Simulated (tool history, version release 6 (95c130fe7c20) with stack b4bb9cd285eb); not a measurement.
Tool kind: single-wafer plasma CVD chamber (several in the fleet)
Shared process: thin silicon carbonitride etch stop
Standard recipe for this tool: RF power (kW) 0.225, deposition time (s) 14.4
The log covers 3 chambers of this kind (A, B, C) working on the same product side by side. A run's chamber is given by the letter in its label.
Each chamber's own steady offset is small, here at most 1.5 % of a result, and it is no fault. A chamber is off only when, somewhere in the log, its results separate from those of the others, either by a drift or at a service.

| run | hour | RF power (kW) | deposition time (s) | hours since the last thermocouple change | hours since the last RF generator calibration | read-back reference wafer on the same gauge, thickness_nm | mean film thickness on the monitor wafer (nm) |
|---|---|---|---|---|---|---|---|
|  | 9.7 | chamber B: thermocouple changed; heater temperature recalibrated |
| 1A | 9.9 | 0.225 | 14.4 | 928.7 | 81.6 | 7.7548 | 8.4406 |
| 2B | 19.4 | 0.225 | 14.4 | 9.8 | 145.7 | 7.7449 | 8.5873 |
| 3C | 26.9 | 0.225 | 14.4 | 1420.0 | 1391.8 | 7.7560 | 8.5409 |
| 4B | 39.7 | 0.225 | 14.4 | 30.1 | 166.0 | 7.7466 | 8.6472 |
| 5C | 49.4 | 0.225 | 14.4 | 1442.5 | 1414.3 | 7.7480 | 8.4464 |
| 6A | 64.8 | 0.225 | 14.4 | 983.6 | 136.5 | 7.7484 | 8.4960 |
| 7C | 75.4 | 0.225 | 14.4 | 1468.5 | 1440.3 | 7.7496 | 8.5051 |
| 8B | 82.8 | 0.225 | 14.4 | 73.2 | 209.1 | 7.7494 | 8.6036 |
| 9A | 91.2 | 0.225 | 14.4 | 1010.0 | 162.9 | 7.7483 | 8.4521 |
| 10B | 102.3 | 0.225 | 14.4 | 92.7 | 228.6 | 7.7487 | 8.6277 |
| 11C | 113.1 | 0.225 | 14.4 | 1506.2 | 1478.0 | 7.7510 | 8.4785 |
| 12A | 121.5 | 0.225 | 14.4 | 1040.3 | 193.2 | 7.7486 | 8.4449 |
| 13B | 135.8 | 0.225 | 14.4 | 126.2 | 262.1 | 7.7477 | 8.6007 |
| 14C | 147.1 | 0.225 | 14.4 | 1540.2 | 1512.0 | 7.7505 | 8.4724 |
| 15A | 160.0 | 0.225 | 14.4 | 1078.8 | 231.7 | 7.7475 | 8.4387 |
| 16A | 171.4 | 0.225 | 14.4 | 1090.2 | 243.1 | 7.7502 | 8.4352 |
| 17C | 182.7 | 0.190 | 12.2 | 1575.8 | 1547.6 | 7.7487 | 6.8423 |
| 18B | 191.1 | 0.190 | 12.2 | 181.5 | 317.4 | 7.7571 | 6.9392 |
|  | 193.0 | chamber A: thermocouple changed; heater temperature recalibrated |
| 19B | 203.0 | 0.190 | 12.2 | 193.4 | 329.3 | 7.7554 | 6.9437 |
| 20C | 214.9 | 0.225 | 14.4 | 1608.0 | 1579.8 | 7.7503 | 8.5193 |
| 21A | 222.9 | 0.225 | 14.4 | 29.9 | 294.6 | 7.7406 | 8.4158 |
| 22C | 234.8 | 0.225 | 14.4 | 1627.9 | 1599.7 | 7.7458 | 8.5036 |
| 23B | 250.1 | 0.225 | 14.4 | 240.5 | 376.4 | 7.7459 | 8.5998 |
| 24A | 264.5 | 0.205 | 14.4 | 71.5 | 336.2 | 7.7492 | 8.2032 |
| 25C | 274.1 | 0.205 | 14.4 | 1667.2 | 1639.0 | 7.7459 | 8.3029 |
| 26B | 284.8 | 0.205 | 14.4 | 275.2 | 411.1 | 7.7465 | 8.3647 |
| 27A | 299.7 | 0.225 | 14.4 | 106.7 | 371.4 | 7.7472 | 8.4511 |
| 28B | 312.7 | 0.225 | 13.1 | 303.1 | 439.0 | 7.7464 | 7.8369 |
| 29C | 325.1 | 0.225 | 13.1 | 1718.2 | 1690.0 | 7.7467 | 7.7791 |
| 30A | 334.5 | 0.225 | 13.1 | 141.5 | 406.2 | 7.7530 | 7.6993 |
| 31A | 348.9 | 0.205 | 17.0 | 155.9 | 420.6 | 7.7531 | 9.6782 |
| 32B | 359.4 | 0.205 | 17.0 | 349.8 | 485.7 | 7.7500 | 9.8501 |
| 33C | 369.1 | 0.205 | 17.0 | 1762.2 | 1734.0 | 7.7480 | 9.7730 |
|  | 374.1 | chamber C: RF generator calibrated |
| 34C | 384.5 | 0.225 | 14.4 | 1777.6 | 10.4 | 7.7499 | 8.5381 |
| 35B | 394.5 | 0.225 | 14.4 | 384.9 | 520.8 | 7.7454 | 8.6017 |
| 36A | 409.5 | 0.190 | 12.2 | 216.5 | 481.2 | 7.7478 | 6.8254 |
| 37B | 425.0 | 0.190 | 12.2 | 415.4 | 551.3 | 7.7461 | 6.9107 |
| 38A | 432.2 | 0.190 | 12.2 | 239.2 | 503.9 | 7.7514 | 6.7858 |
| 39C | 442.3 | 0.260 | 12.2 | 1835.4 | 68.2 | 7.7500 | 7.5288 |
| 40A | 454.8 | 0.260 | 12.2 | 261.8 | 526.5 | 7.7478 | 7.4755 |
| 41C | 468.0 | 0.260 | 12.2 | 1861.1 | 93.9 | 7.7464 | 7.5554 |

Next, every chamber runs the same settings. What will each give?
| 42A | 479.3 | 0.270 | 14.4 |  |  |  | ? |
| 42B | 479.3 | 0.270 | 14.4 |  |  |  | ? |
| 42C | 479.3 | 0.270 | 14.4 |  |  |  | ? |

| run | mean film thickness on the monitor wafer (nm) |
|---|---|
| 42A | 8.9121 |
| 42B | 9.1072 |
| 42C | 8.9740 |

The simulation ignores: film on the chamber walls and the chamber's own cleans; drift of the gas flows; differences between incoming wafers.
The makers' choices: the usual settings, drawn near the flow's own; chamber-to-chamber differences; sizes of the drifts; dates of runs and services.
